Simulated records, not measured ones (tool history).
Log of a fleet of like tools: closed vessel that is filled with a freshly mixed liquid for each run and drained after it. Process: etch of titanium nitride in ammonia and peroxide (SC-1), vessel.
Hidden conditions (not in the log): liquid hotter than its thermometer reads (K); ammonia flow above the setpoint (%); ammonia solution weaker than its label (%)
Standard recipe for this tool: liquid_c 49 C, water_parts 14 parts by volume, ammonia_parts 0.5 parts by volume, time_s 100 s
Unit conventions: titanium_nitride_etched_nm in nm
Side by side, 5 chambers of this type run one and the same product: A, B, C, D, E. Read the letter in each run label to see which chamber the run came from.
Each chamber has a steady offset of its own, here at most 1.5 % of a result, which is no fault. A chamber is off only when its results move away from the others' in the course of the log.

run   hour  liquid_c  water_parts  ammonia_parts  time_s  hours since the thermometer was replaced  hours since the ammonia flow meter was replaced  hours since the drum of ammonia solution was connected  read-back film thickness of the titanium nitride reference wafer, read on the same gauge (nm)  titanium_nitride_etched_nm
 1B   12.4        49           14            0.5     100                                     170.7                                            271.3                                                   355.1                                                                                         80.003                      8.6191
 2E   23.6        49           14            0.5     100                                    2281.4                                            341.4                                                   420.1                                                                                         79.945                      8.7847
 3C     30        49           14            0.5     100                                     443.7                                            846.5                                                   424.8                                                                                         80.022                      8.7574
 4D   41.2        49           14            0.5     100                                    1536.9                                           1955.1                                                   317.5                                                                                         79.923                      8.6823
 5A   49.6        58           17            0.5     100                                     745.9                                            281.3                                                   183.8                                                                                          79.98                      14.608
 6A   59.6        58           17            0.5     100                                     755.9                                            291.3                                                   193.8                                                                                         80.008                      14.624
 7B   71.6        58           17            0.5     100                                     229.9                                            330.5                                                   414.3                                                                                         79.973                      14.203
 8E   78.9        58           17            0.5     100                                    2336.7                                            396.7                                                   475.4                                                                                         80.016                      14.587
      80.6  -- chamber D: ammonia flow meter replaced
 9C   85.8        58           17            0.5     100                                     499.5                                            902.3                                                   480.6                                                                                         79.986                      14.397
10D   92.6        49           14            0.5     100                                    1588.3                                             12.1                                                   368.9                                                                                         79.987                       8.723
11B   99.2        49           14            0.5     100                                     257.5                                            358.1                                                   441.9                                                                                         79.991                      8.7314
12E  107.8        49           14            0.5     100                                    2365.6                                            425.6                                                   504.3                                                                                         79.994                      8.7385
     109.1  -- chamber A: new drum of ammonia solution connected
13C  119.8        49           14            0.3     100                                     533.5                                            936.3                                                   514.6                                                                                         80.015                      8.0532
14D  129.9        49           14            0.3     100                                    1625.6                                             49.4                                                   406.2                                                                                         80.003                      7.9099
15A  136.3        49           14            0.3     100                                     832.6                                              368                                                    27.3                                                                                         80.037                       7.999
16B  146.9        49           14            0.3     100                                     305.2                                            405.8                                                   489.6                                                                                         79.986                      7.7942
17C  153.7        49           14            0.3     100                                     567.4                                            970.2                                                   548.5                                                                                         79.957                      8.1029
18A  165.5        49         19.5            0.5     100                                     861.8                                            397.2                                                    56.5                                                                                         80.006                      7.3321
19E  177.2        49         19.5            0.5     100                                      2435                                              495                                                   573.7                                                                                         80.013                      7.3025
20D  186.7        49         19.5            0.5     100                                    1682.4                                            106.2                                                     463                                                                                         80.037                      7.2964
     189.7  -- chamber B: new drum of ammonia solution connected
     194.1  -- chamber A: ammonia flow meter replaced
21E  197.2        49         19.5            0.5     100                                      2455                                              515                                                   593.7                                                                                         79.973                      7.4155
22A  207.9        49         19.5            0.5     100                                     904.2                                             13.8                                                    98.9                                                                                         79.956                      7.2677
23C  216.5        49           14            0.5     100                                     630.2                                             1033                                                   611.3                                                                                         80.023                      8.9937
24D  224.3        49           14            0.5     100                                      1720                                            143.8                                                   500.6                                                                                         80.055                      8.6438
25B  231.5        49           14            0.5     100                                     389.8                                            490.4                                                    41.8                                                                                         80.026                      8.7699
26C  240.3        49           14            0.5     100                                       654                                           1056.8                                                   635.1                                                                                         80.014                      9.0002
27D  246.3        49           14            0.5     100                                      1742                                            165.8                                                   522.6                                                                                         79.996                      8.5481
       251  -- chamber B: ammonia flow meter replaced
28A    252        49           14            0.5     100                                     948.3                                             57.9                                                     143                                                                                         80.003                      8.7793
     254.7  -- chamber E: ammonia flow meter replaced
29B  258.7        49           14            0.5     100                                       417                                              7.8                                                      69                                                                                         80.033                       8.648
30E  271.4        49           14            0.5     100                                    2529.2                                             16.7                                                   667.9                                                                                         79.988                       8.659
31E  282.1        57           14            0.5     100                                    2539.9                                             27.4                                                   678.6                                                                                         80.017                      14.843
32D  288.3        57           14            0.5     100                                      1784                                            207.8                                                   564.6                                                                                         79.988                      15.276
33C  299.7        57           14            0.5     100                                     713.4                                           1116.2                                                   694.5                                                                                         80.014                      15.628
34A  309.5        57           14            0.5     100                                    1005.8                                            115.4                                                   200.5                                                                                         79.969                      15.349
35B  318.1        57           14            0.5     100                                     476.4                                             67.2                                                   128.4                                                                                         79.971                      14.941
       321  -- chamber A: new drum of ammonia solution connected
36A  330.4        49           14            0.5      60                                    1026.7                                            136.3                                                     9.4                                                                                         80.021                      5.3253
37E  337.9        49           14            0.5      60                                    2595.7                                             83.2                                                   734.4                                                                                         80.026                      5.1952
38C  348.6        49           14            0.5      60                                     762.3                                           1165.1                                                   743.4                                                                                          79.99                      5.4178
39D  358.4        49           14            0.5      60                                    1854.1                                            277.9                                                   634.7                                                                                         80.012                      5.2155
40B    369        49           14            0.5      60                                     527.3                                            118.1                                                   179.3                                                                                         79.986                      5.1568
       381  -- chamber D: new drum of ammonia solution connected
41C  381.6        49           14            0.5     100                                     795.3                                           1198.1                                                   776.4                                                                                         79.966                      9.2908
42B  387.4        49           14            0.5     100                                     545.7                                            136.5                                                   197.7                                                                                         79.979                      8.7359
43D  398.5        49           14            0.5     100                                    1894.2                                              318                                                    17.6                                                                                         80.045                      8.6476

Does one chamber stand apart from the rest, does the shared gauge drift, or is all well apart from small per-chamber offsets? Give the chamber and the most likely cause, where there is one.

Little by little, chamber C moves away from the other chambers.
Cause: liquid hotter than its thermometer reads (K) = 0.784.

Here are 4 candidates for chamber C's next run, each the usual settings with a change, their results left as question marks. Which one brings its results back in line with what the others give on the usual settings?
In line means no further than this from the other chambers' mean on the usual settings: titanium_nitride_etched_nm 0.25 nm
44C-1  407.6        49           14            0.5     105                                                                                                                                                                                                                                                                             ?
44C-2  407.6        48           14            0.5      95                                                                                                                                                                                                                                                                             ?
44C-3  407.6        49         11.5            0.5     100                                                                                                                                                                                                                                                                             ?
44C-4  407.6        49         15.5            0.5     100                                                                                                                                                                                                                                                                             ?

Average result of the remaining chambers running the usual settings: titanium_nitride_etched_nm 8.7308 nm
  run  titanium_nitride_etched_nm
44C-1                      9.6974
44C-2                      8.1923
44C-3                      10.246
44C-4                      8.7446
44C-4 brings the chamber back in line.

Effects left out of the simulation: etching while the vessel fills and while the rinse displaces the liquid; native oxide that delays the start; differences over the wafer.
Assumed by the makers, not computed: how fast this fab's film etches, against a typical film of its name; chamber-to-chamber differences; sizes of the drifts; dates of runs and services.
